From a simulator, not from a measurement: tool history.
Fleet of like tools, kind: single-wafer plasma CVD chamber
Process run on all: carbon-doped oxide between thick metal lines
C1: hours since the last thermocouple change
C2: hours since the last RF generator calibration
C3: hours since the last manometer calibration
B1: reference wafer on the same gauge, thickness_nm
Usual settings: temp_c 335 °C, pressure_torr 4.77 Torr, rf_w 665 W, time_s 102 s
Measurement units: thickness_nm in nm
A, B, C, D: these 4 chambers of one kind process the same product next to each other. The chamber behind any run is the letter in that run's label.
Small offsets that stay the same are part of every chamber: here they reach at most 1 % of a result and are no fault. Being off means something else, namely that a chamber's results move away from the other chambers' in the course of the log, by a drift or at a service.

{"run": "1A", "hour": 7.7, "temp_c": 335, "pressure_torr": 4.77, "rf_w": 665, "time_s": 102, "C1": 416.5, "C2": 503.7, "C3": 286.9, "B1": 591.28, "thickness_nm": 628.42}
{"run": "2B", "hour": 14.0, "temp_c": 335, "pressure_torr": 4.77, "rf_w": 665, "time_s": 102, "C1": 481.6, "C2": 503.3, "C3": 1183.5, "B1": 591.24, "thickness_nm": 633.59}
{"run": "3C", "hour": 24.2, "temp_c": 335, "pressure_torr": 4.77, "rf_w": 665, "time_s": 102, "C1": 489.6, "C2": 440.0, "C3": 542.6, "B1": 591.2, "thickness_nm": 634.83}
{"run": "4D", "hour": 30.5, "temp_c": 335, "pressure_torr": 4.77, "rf_w": 665, "time_s": 102, "C1": 347.9, "C2": 765.0, "C3": 1574.2, "B1": 590.94, "thickness_nm": 632.48}
{"run": "5A", "hour": 41.1, "temp_c": 335, "pressure_torr": 4.77, "rf_w": 665, "time_s": 102, "C1": 449.9, "C2": 537.1, "C3": 320.3, "B1": 591.48, "thickness_nm": 627.67}
{"run": "6C", "hour": 49.5, "temp_c": 335, "pressure_torr": 4.77, "rf_w": 665, "time_s": 102, "C1": 514.9, "C2": 465.3, "C3": 567.9, "B1": 590.87, "thickness_nm": 635.71}
{"run": "7B", "hour": 60.4, "temp_c": 335, "pressure_torr": 4.77, "rf_w": 665, "time_s": 102, "C1": 528.0, "C2": 549.7, "C3": 1229.9, "B1": 590.72, "thickness_nm": 635.3}
{"run": "8D", "hour": 67.9, "temp_c": 335, "pressure_torr": 4.77, "rf_w": 665, "time_s": 102, "C1": 385.3, "C2": 802.4, "C3": 1611.6, "B1": 590.87, "thickness_nm": 630.73}
{"run": "9B", "hour": 78.3, "temp_c": 335, "pressure_torr": 4.77, "rf_w": 665, "time_s": 102, "C1": 545.9, "C2": 567.6, "C3": 1247.8, "B1": 590.57, "thickness_nm": 636.5}
{"run": "10A", "hour": 89.3, "temp_c": 335, "pressure_torr": 4.77, "rf_w": 665, "time_s": 102, "C1": 498.1, "C2": 585.3, "C3": 368.5, "B1": 591.81, "thickness_nm": 628.26}
{"run": "11C", "hour": 101.0, "temp_c": 335, "pressure_torr": 4.77, "rf_w": 665, "time_s": 102, "C1": 566.4, "C2": 516.8, "C3": 619.4, "B1": 591.22, "thickness_nm": 636.88}
{"run": "12D", "hour": 114.3, "temp_c": 335, "pressure_torr": 4.77, "rf_w": 665, "time_s": 102, "C1": 431.7, "C2": 848.8, "C3": 1658.0, "B1": 590.92, "thickness_nm": 631.21}
{"run": "13C", "hour": 127.1, "temp_c": 335, "pressure_torr": 4.77, "rf_w": 665, "time_s": 102, "C1": 592.5, "C2": 542.9, "C3": 645.5, "B1": 591.39, "thickness_nm": 635.1}
{"run": "14D", "hour": 136.6, "temp_c": 335, "pressure_torr": 4.77, "rf_w": 665, "time_s": 102, "C1": 454.0, "C2": 871.1, "C3": 1680.3, "B1": 590.95, "thickness_nm": 631.84}
{"run": "15B", "hour": 145.9, "temp_c": 335, "pressure_torr": 4.77, "rf_w": 665, "time_s": 102, "C1": 613.5, "C2": 635.2, "C3": 1315.4, "B1": 591.19, "thickness_nm": 631.34}
{"run": "16A", "hour": 156.2, "temp_c": 335, "pressure_torr": 4.77, "rf_w": 665, "time_s": 102, "C1": 565.0, "C2": 652.2, "C3": 435.4, "B1": 591.24, "thickness_nm": 624.33}
{"run": "17A", "hour": 162.1, "temp_c": 335, "pressure_torr": 4.77, "rf_w": 665, "time_s": 102, "C1": 570.9, "C2": 658.1, "C3": 441.3, "B1": 591.1, "thickness_nm": 633.12}
{"run": "18B", "hour": 173.7, "temp_c": 335, "pressure_torr": 4.77, "rf_w": 665, "time_s": 102, "C1": 641.3, "C2": 663.0, "C3": 1343.2, "B1": 591.18, "thickness_nm": 636.8}
{"run": "19D", "hour": 183.5, "temp_c": 335, "pressure_torr": 4.77, "rf_w": 665, "time_s": 102, "C1": 500.9, "C2": 918.0, "C3": 1727.2, "B1": 590.82, "thickness_nm": 632.38}
{"run": "20C", "hour": 196.2, "temp_c": 345, "pressure_torr": 4.77, "rf_w": 665, "time_s": 102, "C1": 661.6, "C2": 612.0, "C3": 714.6, "B1": 590.62, "thickness_nm": 621.74}
{"run": "21D", "hour": 206.2, "temp_c": 345, "pressure_torr": 4.77, "rf_w": 665, "time_s": 102, "C1": 523.6, "C2": 940.7, "C3": 1749.9, "B1": 591.15, "thickness_nm": 615.67}
{"run": "22A", "hour": 216.3, "temp_c": 345, "pressure_torr": 4.77, "rf_w": 665, "time_s": 102, "C1": 625.1, "C2": 712.3, "C3": 495.5, "B1": 590.71, "thickness_nm": 606.02}
{"run": "23B", "hour": 223.2, "temp_c": 345, "pressure_torr": 4.77, "rf_w": 665, "time_s": 102, "C1": 690.8, "C2": 712.5, "C3": 1392.7, "B1": 591.35, "thickness_nm": 616.55}
{"run": "24C", "hour": 232.1, "temp_c": 335, "pressure_torr": 4.77, "rf_w": 665, "time_s": 102, "C1": 697.5, "C2": 647.9, "C3": 750.5, "B1": 590.5, "thickness_nm": 635.3}
{"run": "25D", "hour": 238.5, "temp_c": 335, "pressure_torr": 4.77, "rf_w": 665, "time_s": 102, "C1": 555.9, "C2": 973.0, "C3": 1782.2, "B1": 591.23, "thickness_nm": 628.56}
{"run": "26B", "hour": 247.4, "temp_c": 335, "pressure_torr": 4.77, "rf_w": 665, "time_s": 102, "C1": 715.0, "C2": 736.7, "C3": 1416.9, "B1": 590.75, "thickness_nm": 637.83}
{"run": "27C", "hour": 254.2, "temp_c": 335, "pressure_torr": 4.77, "rf_w": 665, "time_s": 102, "C1": 719.6, "C2": 670.0, "C3": 772.6, "B1": 590.73, "thickness_nm": 639.23}
{"run": "28A", "hour": 262.4, "temp_c": 327, "pressure_torr": 4.77, "rf_w": 665, "time_s": 87, "C1": 671.2, "C2": 758.4, "C3": 541.6, "B1": 590.69, "thickness_nm": 549.93}
{"run": "29C", "hour": 273.0, "temp_c": 327, "pressure_torr": 4.77, "rf_w": 665, "time_s": 87, "C1": 738.4, "C2": 688.8, "C3": 791.4, "B1": 590.67, "thickness_nm": 558.88}
{"run": "30A", "hour": 283.0, "temp_c": 327, "pressure_torr": 4.77, "rf_w": 665, "time_s": 87, "C1": 691.8, "C2": 779.0, "C3": 562.2, "B1": 590.98, "thickness_nm": 552.83}
{"run": "31B", "hour": 292.0, "temp_c": 327, "pressure_torr": 4.77, "rf_w": 665, "time_s": 87, "C1": 759.6, "C2": 781.3, "C3": 1461.5, "B1": 590.98, "thickness_nm": 554.07}
{"run": "32D", "hour": 299.9, "temp_c": 335, "pressure_torr": 4.77, "rf_w": 665, "time_s": 102, "C1": 617.3, "C2": 1034.4, "C3": 1843.6, "B1": 591.45, "thickness_nm": 635.07}
{"run": "33D", "hour": 307.4, "temp_c": 342, "pressure_torr": 4.77, "rf_w": 730, "time_s": 102, "C1": 624.8, "C2": 1041.9, "C3": 1851.1, "B1": 591.02, "thickness_nm": 649.73}

Read the log: is a single chamber off, either drifting away or since a service, is the gauge that measures every chamber drifting, or is nothing wrong beyond small per-chamber offsets? Name any odd chamber and what most likely caused it.

The fleet is healthy, with each chamber sitting at its usual small offset and no drift in the gauge.

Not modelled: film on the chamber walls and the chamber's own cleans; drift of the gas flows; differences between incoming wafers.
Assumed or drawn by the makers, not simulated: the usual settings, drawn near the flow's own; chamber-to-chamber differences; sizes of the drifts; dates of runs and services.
